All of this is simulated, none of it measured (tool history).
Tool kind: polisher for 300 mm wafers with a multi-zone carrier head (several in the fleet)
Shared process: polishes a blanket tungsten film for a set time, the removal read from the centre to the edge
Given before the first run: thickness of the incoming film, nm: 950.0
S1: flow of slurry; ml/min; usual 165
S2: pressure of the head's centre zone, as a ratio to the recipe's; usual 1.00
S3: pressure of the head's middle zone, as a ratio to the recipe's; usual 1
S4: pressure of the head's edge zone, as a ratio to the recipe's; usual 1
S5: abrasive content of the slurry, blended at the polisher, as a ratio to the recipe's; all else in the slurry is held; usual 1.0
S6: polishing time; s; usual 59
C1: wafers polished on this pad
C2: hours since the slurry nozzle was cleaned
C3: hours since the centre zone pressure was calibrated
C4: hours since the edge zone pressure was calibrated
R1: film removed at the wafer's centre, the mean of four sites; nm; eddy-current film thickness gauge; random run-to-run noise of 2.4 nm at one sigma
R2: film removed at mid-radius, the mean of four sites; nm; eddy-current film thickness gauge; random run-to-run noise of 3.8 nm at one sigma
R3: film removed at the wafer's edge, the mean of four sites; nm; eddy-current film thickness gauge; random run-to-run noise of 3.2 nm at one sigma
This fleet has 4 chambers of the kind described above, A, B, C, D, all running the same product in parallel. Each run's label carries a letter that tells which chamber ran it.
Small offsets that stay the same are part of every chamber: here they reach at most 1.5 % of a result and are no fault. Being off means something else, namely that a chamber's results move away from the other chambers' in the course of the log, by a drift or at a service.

| run | hour | S1 | S2 | S3 | S4 | S5 | S6 | C1 | C2 | C3 | C4 | R1 | R2 | R3 |
|---|---|---|---|---|---|---|---|---|---|---|---|---|---|---|
|  | 1.7 | chamber C: worn pad replaced by a new one |
| 1A | 13.0 | 165 | 1.00 | 1 | 1 | 1.0 | 59 | 982 | 161.3 | 163.9 | 109.5 | 288.35 | 287.16 | 287.86 |
|  | 14.7 | chamber D: edge zone pressure recalibrated |
| 2D | 22.7 | 165 | 1.00 | 1 | 1 | 1.0 | 59 | 1226 | 227.2 | 725.2 | 8.0 | 286.06 | 282.05 | 290.10 |
|  | 31.2 | chamber A: worn pad replaced by a new one |
| 3C | 33.6 | 165 | 1.00 | 1 | 1 | 1.0 | 59 | 304 | 178.2 | 148.3 | 66.8 | 287.98 | 292.02 | 282.58 |
|  | 33.9 | chamber B: edge zone pressure recalibrated |
| 4B | 43.4 | 165 | 1.00 | 1 | 1 | 1.0 | 59 | 456 | 287.1 | 971.1 | 9.5 | 285.87 | 292.96 | 288.16 |
|  | 44.7 | chamber D: worn pad replaced by a new one |
| 5D | 55.6 | 165 | 1.00 | 1 | 1 | 1.2 | 59 | 104 | 260.1 | 758.1 | 40.9 | 302.00 | 296.66 | 300.55 |
|  | 63.7 | chamber B: worn pad replaced by a new one |
|  | 65.9 | chamber C: worn pad replaced by a new one |
| 6B | 66.4 | 165 | 1.00 | 1 | 1 | 1.2 | 59 | 26 | 310.1 | 994.1 | 32.5 | 299.02 | 310.24 | 303.06 |
| 7C | 73.9 | 165 | 1.00 | 1 | 1 | 1.2 | 59 | 76 | 218.5 | 188.6 | 107.1 | 300.02 | 300.89 | 298.68 |
| 8A | 84.9 | 165 | 1.00 | 1 | 1 | 1.2 | 59 | 513 | 233.2 | 235.8 | 181.4 | 301.23 | 302.82 | 310.30 |
| 9D | 101.1 | 165 | 1.00 | 1 | 1 | 1.0 | 59 | 538 | 305.6 | 803.6 | 86.4 | 290.36 | 286.75 | 287.54 |
| 10B | 115.6 | 165 | 1.00 | 1 | 1 | 1.0 | 59 | 496 | 359.3 | 1043.3 | 81.7 | 285.09 | 293.24 | 289.48 |
| 11A | 123.7 | 165 | 1.00 | 1 | 1 | 1.0 | 59 | 884 | 272.0 | 274.6 | 220.2 | 283.49 | 289.25 | 290.30 |
|  | 131.3 | chamber C: worn pad replaced by a new one |
|  | 132.8 | chamber B: worn pad replaced by a new one |
|  | 139.9 | chamber A: worn pad replaced by a new one |
| 12C | 139.9 | 165 | 1.00 | 1 | 1 | 1.0 | 59 | 82 | 284.5 | 254.6 | 173.1 | 288.56 | 287.95 | 289.61 |
| 13A | 148.4 | 165 | 1.00 | 1 | 1 | 1.0 | 59 | 81 | 296.7 | 299.3 | 244.9 | 286.62 | 289.90 | 291.69 |
| 14C | 160.8 | 165 | 1.00 | 1 | 1 | 1.0 | 74 | 282 | 305.4 | 275.5 | 194.0 | 361.75 | 351.71 | 354.17 |
| 15B | 173.4 | 165 | 1.00 | 1 | 1 | 1.0 | 74 | 388 | 417.1 | 1101.1 | 139.5 | 358.86 | 370.05 | 365.20 |
|  | 177.6 | chamber D: worn pad replaced by a new one |
| 16D | 181.6 | 165 | 1.00 | 1 | 1 | 1.0 | 74 | 38 | 386.1 | 884.1 | 166.9 | 360.78 | 364.90 | 356.07 |
| 17A | 196.9 | 165 | 1.00 | 1 | 1 | 1.0 | 74 | 544 | 345.2 | 347.8 | 293.4 | 356.96 | 364.09 | 364.02 |
| 18D | 208.5 | 165 | 1.00 | 1 | 1 | 1.0 | 59 | 295 | 413.0 | 911.0 | 193.8 | 288.89 | 288.09 | 288.09 |
|  | 212.4 | chamber C: worn pad replaced by a new one |
|  | 213.4 | chamber B: worn pad replaced by a new one |
| 19B | 222.8 | 165 | 1.00 | 1 | 1 | 1.0 | 59 | 90 | 466.5 | 1150.5 | 188.9 | 286.82 | 294.99 | 286.21 |
| 20C | 239.0 | 165 | 1.00 | 1 | 1 | 1.0 | 59 | 254 | 383.6 | 353.7 | 272.2 | 285.32 | 287.70 | 285.87 |
|  | 249.0 | chamber D: slurry nozzle cleaned |
| 21A | 252.5 | 165 | 1.00 | 1 | 1 | 1.0 | 59 | 1075 | 400.8 | 403.4 | 349.0 | 288.93 | 288.67 | 287.57 |
|  | 255.5 | chamber A: worn pad replaced by a new one |
| 22D | 262.4 | 165 | 1.00 | 1 | 1 | 1.0 | 59 | 810 | 13.4 | 964.9 | 247.7 | 286.04 | 288.25 | 289.34 |
|  | 265.1 | chamber B: centre zone pressure recalibrated |
|  | 270.9 | chamber A: centre zone pressure recalibrated |
| 23B | 277.1 | 185 | 1.00 | 1 | 1 | 1.0 | 59 | 609 | 520.8 | 12.0 | 243.2 | 291.63 | 300.40 | 293.18 |
|  | 279.5 | chamber C: worn pad replaced by a new one |
| 24C | 291.9 | 185 | 1.00 | 1 | 1 | 1.0 | 59 | 118 | 436.5 | 406.6 | 325.1 | 296.36 | 292.48 | 289.26 |
|  | 297.4 | chamber B: worn pad replaced by a new one |
| 25B | 306.1 | 185 | 1.00 | 1 | 1 | 1.0 | 59 | 83 | 549.8 | 41.0 | 272.2 | 290.20 | 303.84 | 290.19 |
|  | 315.4 | chamber D: worn pad replaced by a new one |
| 26A | 317.2 | 185 | 1.00 | 1 | 1 | 1.0 | 59 | 590 | 465.5 | 46.3 | 413.7 | 293.47 | 294.62 | 290.26 |
| 27D | 328.7 | 165 | 1.00 | 1 | 1 | 1.0 | 59 | 127 | 79.7 | 1031.2 | 314.0 | 289.12 | 285.39 | 287.13 |
| 28C | 337.2 | 165 | 1.00 | 1 | 1 | 1.0 | 59 | 551 | 481.8 | 451.9 | 370.4 | 287.09 | 284.23 | 284.66 |
|  | 344.6 | chamber C: worn pad replaced by a new one |
| 29B | 349.9 | 165 | 1.00 | 1 | 1 | 1.0 | 59 | 501 | 593.6 | 84.8 | 316.0 | 286.72 | 293.36 | 287.58 |
|  | 358.3 | chamber A: worn pad replaced by a new one |
| 30C | 360.0 | 165 | 1.00 | 1 | 1 | 1.0 | 59 | 147 | 504.6 | 474.7 | 393.2 | 286.18 | 284.58 | 287.72 |
| 31A | 375.4 | 165 | 1.00 | 1 | 1 | 1.0 | 59 | 164 | 523.7 | 104.5 | 471.9 | 288.84 | 296.59 | 293.21 |

Next, every chamber runs the same settings. What will each give?
| 32A | 387.0 | 165 | 0.95 | 1 | 1 | 1.0 | 59 |  |  |  |  | ? | ? | ? |
| 32B | 387.0 | 165 | 0.95 | 1 | 1 | 1.0 | 59 |  |  |  |  | ? | ? | ? |
| 32C | 387.0 | 165 | 0.95 | 1 | 1 | 1.0 | 59 |  |  |  |  | ? | ? | ? |
| 32D | 387.0 | 165 | 0.95 | 1 | 1 | 1.0 | 59 |  |  |  |  | ? | ? | ? |

| run | R1 | R2 | R3 |
|---|---|---|---|
| 32A | 274.62 | 288.82 | 294.99 |
| 32B | 270.50 | 289.63 | 281.27 |
| 32C | 272.21 | 291.00 | 290.56 |
| 32D | 271.12 | 291.38 | 291.66 |

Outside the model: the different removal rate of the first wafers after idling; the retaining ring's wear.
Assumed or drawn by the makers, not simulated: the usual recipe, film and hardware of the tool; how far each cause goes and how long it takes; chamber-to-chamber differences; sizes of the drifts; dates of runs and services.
